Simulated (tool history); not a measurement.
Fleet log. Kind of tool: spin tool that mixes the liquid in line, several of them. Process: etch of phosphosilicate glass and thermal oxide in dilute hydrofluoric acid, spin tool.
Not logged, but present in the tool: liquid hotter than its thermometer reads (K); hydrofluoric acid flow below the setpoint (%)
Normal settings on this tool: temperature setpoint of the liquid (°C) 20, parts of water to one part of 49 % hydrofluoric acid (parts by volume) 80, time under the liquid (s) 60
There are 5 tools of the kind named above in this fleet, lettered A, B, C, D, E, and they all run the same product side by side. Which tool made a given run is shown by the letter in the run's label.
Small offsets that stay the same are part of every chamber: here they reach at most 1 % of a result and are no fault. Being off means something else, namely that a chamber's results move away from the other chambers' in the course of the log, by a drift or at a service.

| run | day | temperature setpoint of the liquid (°C) | parts of water to one part of 49 % hydrofluoric acid (parts by volume) | time under the liquid (s) | hours since the thermometer was replaced | hours since the hydrofluoric acid flow meter was replaced | read-back film thickness of the phosphosilicate glass reference wafer, read on the same gauge (nm) | read-back film thickness of the thermal oxide reference wafer, read on the same gauge (nm) | thickness taken off the phosphosilicate glass on a monitor wafer (angstrom) | thickness taken off the thermal oxide on a monitor wafer (angstrom) |
|---|---|---|---|---|---|---|---|---|---|---|
| 1E | 0.338 | 20 | 80 | 60 | 14.4 | 458.3 | 129.99 | 150 | 413.11 | 31.88 |
| 2C | 0.871 | 20 | 80 | 60 | 125.8 | 573.9 | 130.02 | 150 | 412.66 | 32.102 |
| 3B | 1.217 | 20 | 80 | 60 | 642.8 | 1005.8 | 129.98 | 150.01 | 408.94 | 32.211 |
| 4D | 1.667 | 20 | 80 | 60 | 368.3 | 1757.8 | 129.97 | 149.99 | 416.34 | 31.863 |
|  | 2.104 | chamber B: hydrofluoric acid flow meter replaced |
| 5A | 2.262 | 20 | 80 | 60 | 242.7 | 1437 | 129.98 | 149.98 | 412.61 | 32.169 |
| 6A | 2.712 | 22.5 | 80 | 60 | 253.5 | 1447.8 | 130.04 | 150.01 | 458.03 | 35.357 |
| 7C | 3.067 | 22.5 | 80 | 60 | 178.5 | 626.6 | 130 | 149.99 | 460.61 | 35.011 |
| 8D | 3.408 | 22.5 | 80 | 60 | 410.1 | 1799.6 | 129.95 | 150 | 460.89 | 35.433 |
| 9B | 4.042 | 22.5 | 80 | 60 | 710.6 | 46.6 | 129.99 | 150.01 | 458.22 | 35.93 |
| 10E | 4.412 | 22.5 | 80 | 60 | 112.2 | 556.1 | 129.99 | 150.01 | 459.09 | 36.097 |
| 11D | 4.738 | 20 | 80 | 60 | 442 | 1831.5 | 129.97 | 150 | 417.98 | 31.997 |
| 12E | 5.088 | 20 | 80 | 60 | 128.4 | 572.3 | 130.02 | 149.99 | 415 | 32.36 |
| 13B | 5.667 | 23.5 | 95 | 60 | 749.6 | 85.6 | 129.98 | 150 | 395.26 | 30.581 |
| 14A | 6.146 | 23.5 | 95 | 60 | 335.9 | 1530.2 | 130 | 150.01 | 393.16 | 30.246 |
| 15C | 6.533 | 23.5 | 95 | 60 | 261.7 | 709.8 | 129.99 | 149.99 | 392.84 | 30.753 |
| 16C | 6.879 | 23.5 | 95 | 60 | 270 | 718.1 | 130.04 | 150.02 | 396.35 | 30.411 |
| 17D | 7.342 | 23.5 | 95 | 60 | 504.5 | 1894 | 130.06 | 150.01 | 397.44 | 30.506 |
| 18E | 7.829 | 20 | 80 | 60 | 194.2 | 638.1 | 129.97 | 149.99 | 412.9 | 31.878 |
| 19A | 8.492 | 20 | 80 | 60 | 392.2 | 1586.5 | 129.97 | 150 | 413.68 | 31.507 |
| 20B | 9.167 | 20 | 80 | 60 | 833.6 | 169.6 | 130 | 149.99 | 414.13 | 32.586 |
| 21D | 9.679 | 20 | 100 | 60 | 560.6 | 1950.1 | 130.01 | 150.01 | 326.89 | 25.096 |
| 22E | 10.3 | 20 | 100 | 60 | 253.5 | 697.4 | 129.97 | 149.99 | 322.92 | 25.646 |
| 23C | 10.704 | 20 | 100 | 60 | 361.8 | 809.9 | 129.96 | 149.99 | 322.52 | 24.892 |
| 24B | 11.058 | 20 | 100 | 60 | 879 | 215 | 130.02 | 150.02 | 320.43 | 25.084 |
| 25A | 11.592 | 20 | 100 | 60 | 466.6 | 1660.9 | 129.99 | 149.98 | 321.38 | 24.702 |
| 26A | 12.154 | 20 | 80 | 60 | 480.1 | 1674.4 | 129.99 | 150.03 | 412.94 | 31.726 |
| 27C | 12.758 | 18 | 50 | 60 | 411.1 | 859.2 | 130.03 | 150 | 628.64 | 48.306 |
| 28D | 13.375 | 18 | 50 | 60 | 649.3 | 2038.8 | 130.01 | 149.99 | 636.07 | 48.399 |
| 29B | 13.8 | 18 | 50 | 60 | 944.8 | 280.8 | 129.99 | 150.02 | 631.14 | 49.398 |
| 30E | 14.121 | 18 | 50 | 60 | 345.2 | 789.1 | 129.99 | 149.99 | 623.43 | 48.487 |
| 31E | 14.529 | 18 | 50 | 60 | 355 | 798.9 | 129.98 | 149.99 | 622.34 | 48.493 |

For the next run the whole fleet of 5 chambers uses the same settings. Give each chamber's results:
| 32A | 15.025 | 20 | 105 | 60 |  |  |  |  | ? | ? |
| 32B | 15.025 | 20 | 105 | 60 |  |  |  |  | ? | ? |
| 32C | 15.025 | 20 | 105 | 60 |  |  |  |  | ? | ? |
| 32D | 15.025 | 20 | 105 | 60 |  |  |  |  | ? | ? |
| 32E | 15.025 | 20 | 105 | 60 |  |  |  |  | ? | ? |

| run | thickness taken off the phosphosilicate glass on a monitor wafer (angstrom) | thickness taken off the thermal oxide on a monitor wafer (angstrom) |
|---|---|---|
| 32A | 305.28 | 23.683 |
| 32B | 305.47 | 23.354 |
| 32C | 305.71 | 23.923 |
| 32D | 310.99 | 23.637 |
| 32E | 307.71 | 23.919 |
